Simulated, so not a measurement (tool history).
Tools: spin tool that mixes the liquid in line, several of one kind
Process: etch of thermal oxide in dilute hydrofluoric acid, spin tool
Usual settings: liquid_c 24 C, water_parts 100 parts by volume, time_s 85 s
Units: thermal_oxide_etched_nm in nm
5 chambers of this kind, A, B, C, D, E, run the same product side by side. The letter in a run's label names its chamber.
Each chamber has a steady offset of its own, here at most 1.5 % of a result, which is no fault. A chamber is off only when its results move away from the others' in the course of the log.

run	hour	liquid_c	water_parts	time_s	read-back film thickness of the thermal oxide reference wafer, read on the same gauge (nm)	thermal_oxide_etched_nm
1E	8.0	24	100	85	60.012	3.9253
2B	15.3	24	100	85	60.056	4.0090
3C	22.7	24	100	85	59.978	4.0053
4D	31.2	24	100	85	60.016	3.9464
5A	37.9	24	100	85	60.019	4.0394
6B	43.7	24	100	85	60.002	4.0291
7E	52.0	24	100	85	60.011	3.9647
8A	59.3	24	100	85	60.035	4.0148
9C	63.8	24	100	85	59.990	4.0082
10D	69.0	24	100	85	60.017	3.9958
11B	77.4	24	100	85	59.991	3.9919
12D	83.7	24	100	85	60.031	3.9235
13E	92.5	24	100	85	60.003	3.9401
14C	98.9	24	100	85	60.029	3.9938
15A	105.9	24	100	85	59.957	4.0190
16B	112.8	24	100	85	59.987	4.0065
17A	120.4	24	100	85	60.010	3.9389
18C	128.1	24	100	85	60.001	3.9866
19D	136.4	29	130	85	59.962	3.5219
20E	142.4	29	130	85	60.030	3.5210
21B	146.8	29	130	85	59.985	3.6470
22C	151.3	29	130	85	60.006	3.6412
23E	159.9	29	130	85	60.000	3.5548
# hour 166.1: chamber D: thermometer replaced
24A	167.6	24	100	85	59.963	4.0058
25D	172.5	24	100	85	59.961	3.9723
26D	179.8	24	100	85	59.971	3.9987
27C	184.3	24	100	85	60.000	4.0396
28A	189.7	24	100	85	60.044	3.9558
29E	194.6	24	100	85	59.953	3.9000
30B	199.3	24	100	85	59.977	3.9365

Is one chamber off against the others, does the gauge drift, or is nothing wrong? If a chamber is off, say which, and what the likeliest cause is.

No chamber stands off beyond its own small offset, and the gauge holds steady.
